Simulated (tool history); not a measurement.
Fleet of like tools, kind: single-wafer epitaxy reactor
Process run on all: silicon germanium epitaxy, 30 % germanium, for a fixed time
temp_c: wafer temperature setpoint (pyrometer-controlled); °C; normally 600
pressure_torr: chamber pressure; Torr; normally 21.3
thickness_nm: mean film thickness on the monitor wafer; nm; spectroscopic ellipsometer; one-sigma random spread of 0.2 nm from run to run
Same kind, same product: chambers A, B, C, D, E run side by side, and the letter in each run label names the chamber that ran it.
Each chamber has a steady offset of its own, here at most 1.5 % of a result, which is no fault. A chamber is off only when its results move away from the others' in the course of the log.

| run | day | temp_c | pressure_torr | hours since the last pyrometer calibration | hours since the last manometer calibration | read-back reference wafer on the same gauge, thickness_nm | thickness_nm |
|---|---|---|---|---|---|---|---|
| 1B | 0.433 | 600 | 21.3 | 542.4 | 1001.8 | 64.233 | 60.607 |
| 2C | 0.629 | 600 | 21.3 | 268.1 | 693.6 | 64.341 | 61.272 |
| 3E | 1.058 | 600 | 21.3 | 777.7 | 842.3 | 64.338 | 60.989 |
| 4A | 1.446 | 600 | 21.3 | 205.3 | 838.8 | 64.299 | 60.474 |
| 5D | 1.817 | 600 | 21.3 | 1090.4 | 1394.4 | 64.303 | 60.564 |
| 6D | 2.171 | 600 | 21.3 | 1098.9 | 1402.9 | 64.354 | 60.754 |
| 7E | 2.446 | 600 | 21.3 | 811 | 875.6 | 64.341 | 61.114 |
| 8B | 2.804 | 600 | 21.3 | 599.3 | 1058.7 | 64.273 | 60.139 |
| 9C | 3.1 | 600 | 19.7 | 327.4 | 752.9 | 64.282 | 59.484 |
| 10A | 3.508 | 600 | 19.7 | 254.8 | 888.3 | 64.27 | 58.717 |
| 11A | 3.883 | 600 | 19.7 | 263.8 | 897.3 | 64.321 | 58.976 |
| 12C | 4.325 | 600 | 19.7 | 356.8 | 782.3 | 64.329 | 60.105 |
| 13D | 4.617 | 600 | 19.7 | 1157.6 | 1461.6 | 64.306 | 58.984 |
| 14E | 5.054 | 600 | 21.3 | 873.6 | 938.2 | 64.254 | 61.094 |
|  | 5.229 | chamber A: capacitance manometer re-zeroed and calibrated |
| 15B | 5.254 | 600 | 21.3 | 658.1 | 1117.5 | 64.282 | 60.709 |
| 16B | 5.562 | 600 | 21.3 | 665.5 | 1124.9 | 64.329 | 60.712 |
| 17E | 5.812 | 600 | 21.3 | 891.8 | 956.4 | 64.374 | 60.854 |
| 18C | 6.142 | 600 | 21.3 | 400.4 | 825.9 | 64.285 | 61.422 |
| 19D | 6.521 | 600 | 21.3 | 1203.3 | 1507.3 | 64.314 | 60.881 |
| 20A | 6.821 | 600 | 21.3 | 334.3 | 38.2 | 64.326 | 59.197 |
| 21C | 7.096 | 600 | 21.3 | 423.3 | 848.8 | 64.31 | 61.516 |
| 22B | 7.292 | 607 | 21.3 | 707 | 1166.4 | 64.375 | 68.968 |
| 23A | 7.721 | 607 | 21.3 | 355.9 | 59.8 | 64.292 | 67.543 |
| 24D | 7.996 | 607 | 21.3 | 1238.7 | 1542.7 | 64.292 | 69.05 |
| 25E | 8.271 | 607 | 21.3 | 950.8 | 1015.4 | 64.264 | 69.379 |
| 26E | 8.696 | 607 | 21.3 | 961 | 1025.6 | 64.272 | 69.052 |
| 27C | 8.896 | 600 | 21.3 | 466.5 | 892 | 64.348 | 61.302 |
| 28B | 9.142 | 600 | 21.3 | 751.4 | 1210.8 | 64.345 | 60.646 |
| 29D | 9.388 | 600 | 21.3 | 1272.1 | 1576.1 | 64.298 | 60.524 |
| 30A | 9.796 | 611 | 16.4 | 405.7 | 109.6 | 64.331 | 65.187 |
| 31C | 10.117 | 611 | 16.4 | 495.8 | 921.3 | 64.31 | 67.124 |
| 32D | 10.512 | 611 | 16.4 | 1299.1 | 1603.1 | 64.318 | 66.731 |
| 33A | 10.921 | 611 | 16.4 | 432.7 | 136.6 | 64.294 | 65.327 |
| 34E | 11.354 | 611 | 16.4 | 1024.8 | 1089.4 | 64.298 | 67.058 |
| 35B | 11.712 | 600 | 21.3 | 813.1 | 1272.5 | 64.239 | 60.02 |
| 36A | 12.062 | 600 | 19.6 | 460.1 | 164 | 64.292 | 57.191 |
| 37E | 12.35 | 600 | 19.6 | 1048.7 | 1113.3 | 64.311 | 59.29 |

All 5 chambers run these settings next. Forecast each chamber's results:
| 38A | 12.667 | 600 | 21.3 |  |  |  | ? |
| 38B | 12.667 | 600 | 21.3 |  |  |  | ? |
| 38C | 12.667 | 600 | 21.3 |  |  |  | ? |
| 38D | 12.667 | 600 | 21.3 |  |  |  | ? |
| 38E | 12.667 | 600 | 21.3 |  |  |  | ? |

| run | thickness_nm |
|---|---|
| 38A | 59.193 |
| 38B | 60.406 |
| 38C | 61.299 |
| 38D | 60.577 |
| 38E | 61.296 |
